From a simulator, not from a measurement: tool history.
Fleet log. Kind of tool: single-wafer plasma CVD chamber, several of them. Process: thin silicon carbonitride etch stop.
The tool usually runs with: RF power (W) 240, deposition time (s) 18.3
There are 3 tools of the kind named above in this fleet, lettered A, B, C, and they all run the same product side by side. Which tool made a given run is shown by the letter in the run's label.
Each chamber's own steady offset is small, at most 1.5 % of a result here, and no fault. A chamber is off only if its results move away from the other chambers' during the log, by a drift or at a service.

run,hour,RF power (W),deposition time (s),hours since the last thermocouple change,hours since the last RF generator calibration,"read-back reference wafer on the same gauge, thickness_nm",mean film thickness on the monitor wafer (angstrom)
1B,12.7,240,18.3,144.1,728.4,12.804,109.01
2C,20.7,240,18.3,922.9,825,12.805,110.74
3A,28.9,240,18.3,1345.6,1817.5,12.805,110.45
4A,40.6,240,18.3,1357.3,1829.2,12.81,110.22
5B,52.4,240,18.3,183.8,768.1,12.807,108.87
6C,61,240,18.3,963.2,865.3,12.808,110.46
7A,74.1,240,18.3,1390.8,1862.7,12.814,110.43
8B,83.6,240,18.3,215,799.3,12.811,109.05
9C,92.4,240,18.3,994.6,896.7,12.815,110.68
10A,106,240,18.3,1422.7,1894.6,12.817,110.53
11C,116.5,240,18.3,1018.7,920.8,12.82,110.44
12B,127.6,240,18.3,259,843.3,12.823,109.14
13A,139.4,240,18.3,1456.1,1928,12.821,110.78
14B,146.1,285,18.3,277.5,861.8,12.821,114.97
15C,152.6,285,18.3,1054.8,956.9,12.827,116.87
16A,159.5,285,18.3,1476.2,1948.1,12.828,116.86
17B,172.4,240,18.3,303.8,888.1,12.83,109.01
18C,178.9,240,18.3,1081.1,983.2,12.83,110.79
# hour 186.9: chamber C: thermocouple changed; heater temperature recalibrated
19C,191,240,18.3,4.2,995.3,12.835,110.87
20A,205,240,18.3,1521.7,1993.6,12.835,110.84
21B,216.3,265,18.3,347.7,932,12.833,112.53
22B,230.2,265,18.3,361.6,945.9,12.835,112.62
23A,242.4,265,18.3,1559.1,2031,12.844,114.18
24C,251.7,240,18.3,64.9,1056,12.839,110.85
25A,259.6,240,18.3,1576.3,2048.2,12.841,110.72
26C,268,240,18.3,81.2,1072.3,12.84,110.95
27B,278,240,18.3,409.4,993.7,12.851,109.27
28A,287.2,240,18.3,1603.9,2075.8,12.844,110.78
29B,295,240,18.3,426.4,1010.7,12.85,109.27
# hour 302.5: chamber C: RF generator calibrated
30C,307.1,240,18.3,120.3,4.6,12.849,110.75
31B,314.4,240,18.3,445.8,1030.1,12.852,109.52
32C,328.1,240,18.3,141.3,25.6,12.855,111.04
33A,341.7,240,18.3,1658.4,2130.3,12.854,111
34C,353.5,240,18.3,166.7,51,12.858,110.89
35A,359.7,240,18.3,1676.4,2148.3,12.859,111
36B,371.6,240,18.3,503,1087.3,12.861,109.66
37A,383,240,18.3,1699.7,2171.6,12.864,111.11

What goes on in this fleet: one chamber off, a drifting gauge, or nothing beyond the chambers' own small offsets? Name the chamber and the cause, if any.

It is the gauge, not a chamber: its drift shows up in every chamber's results at once, and no chamber is off.
Cause: gauge reads high (%) = 0.509.
